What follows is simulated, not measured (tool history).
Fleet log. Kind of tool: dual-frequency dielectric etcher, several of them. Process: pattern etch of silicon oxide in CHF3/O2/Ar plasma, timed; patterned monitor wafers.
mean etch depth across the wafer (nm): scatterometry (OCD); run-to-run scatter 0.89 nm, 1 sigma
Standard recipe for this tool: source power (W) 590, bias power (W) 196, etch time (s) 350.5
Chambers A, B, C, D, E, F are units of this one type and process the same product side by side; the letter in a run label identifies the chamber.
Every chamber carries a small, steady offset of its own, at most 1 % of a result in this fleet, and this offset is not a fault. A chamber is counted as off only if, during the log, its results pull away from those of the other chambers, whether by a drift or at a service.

run,day,source power (W),bias power (W),etch time (s),"read-back reference wafer on the same gauge, depth_nm",mean etch depth across the wafer (nm)
1E,0.171,590,196,350.5,840.76,706.97
2D,0.321,590,196,350.5,840.94,707.71
3B,0.462,590,196,350.5,840.3,705.87
4F,0.629,590,196,350.5,840.32,710.82
5C,0.729,650,214,350.5,840.39,760.72
6A,0.888,650,214,350.5,840.24,757.59
7D,0.979,650,214,350.5,840.01,753.74
8E,1.092,650,214,350.5,839.87,754.98
9A,1.267,650,214,350.5,839.86,757.86
10C,1.354,650,214,350.5,840.05,761.73
11B,1.467,590,196,409,839.78,823.39
12F,1.617,590,196,409,839.57,828.83
13C,1.704,590,196,409,839.51,829.05
14F,1.821,590,196,409,839.48,826.78
15A,1.971,590,196,409,839.33,825.98
16D,2.117,590,196,409,839,822.49
17B,2.254,590,196,350.5,838.92,703.51
18E,2.392,590,196,350.5,838.74,705.95
19C,2.496,590,196,350.5,838.65,711.24
20F,2.579,590,196,350.5,838.78,707.9
21A,2.738,590,196,350.5,838.32,705.73
22D,2.842,590,196,350.5,838.35,705.04
23B,2.975,590,196,350.5,838.81,702.49
24E,3.108,590,196,350.5,838.3,703.38
25F,3.2,590,196,350.5,838.3,706.82
26A,3.304,590,196,350.5,837.94,707.27
27C,3.383,590,196,350.5,837.95,711.31
28B,3.479,680,196,419,837.6,887.82
29D,3.596,680,196,419,837.87,888.45
30E,3.679,680,196,419,837.41,890.63
31A,3.817,680,196,419,837.78,889.24
32B,3.979,680,196,419,837.3,887.53
33D,4.112,680,196,419,837.44,887.46
34C,4.2,590,196,350.5,837.25,708.79
35E,4.371,590,196,350.5,837.36,704.05
36F,4.533,590,196,350.5,836.78,708.01
37B,4.7,720,222,350.5,836.89,789.73
38C,4.804,720,222,350.5,836.71,797.58

All 6 chambers run these settings next. Forecast each chamber's results:
39A,4.938,590,196,263.5,,?
39B,4.938,590,196,263.5,,?
39C,4.938,590,196,263.5,,?
39D,4.938,590,196,263.5,,?
39E,4.938,590,196,263.5,,?
39F,4.938,590,196,263.5,,?

run,mean etch depth across the wafer (nm)
39A,529.32
39B,527.38
39C,532.85
39D,528.26
39E,527.55
39F,532.48
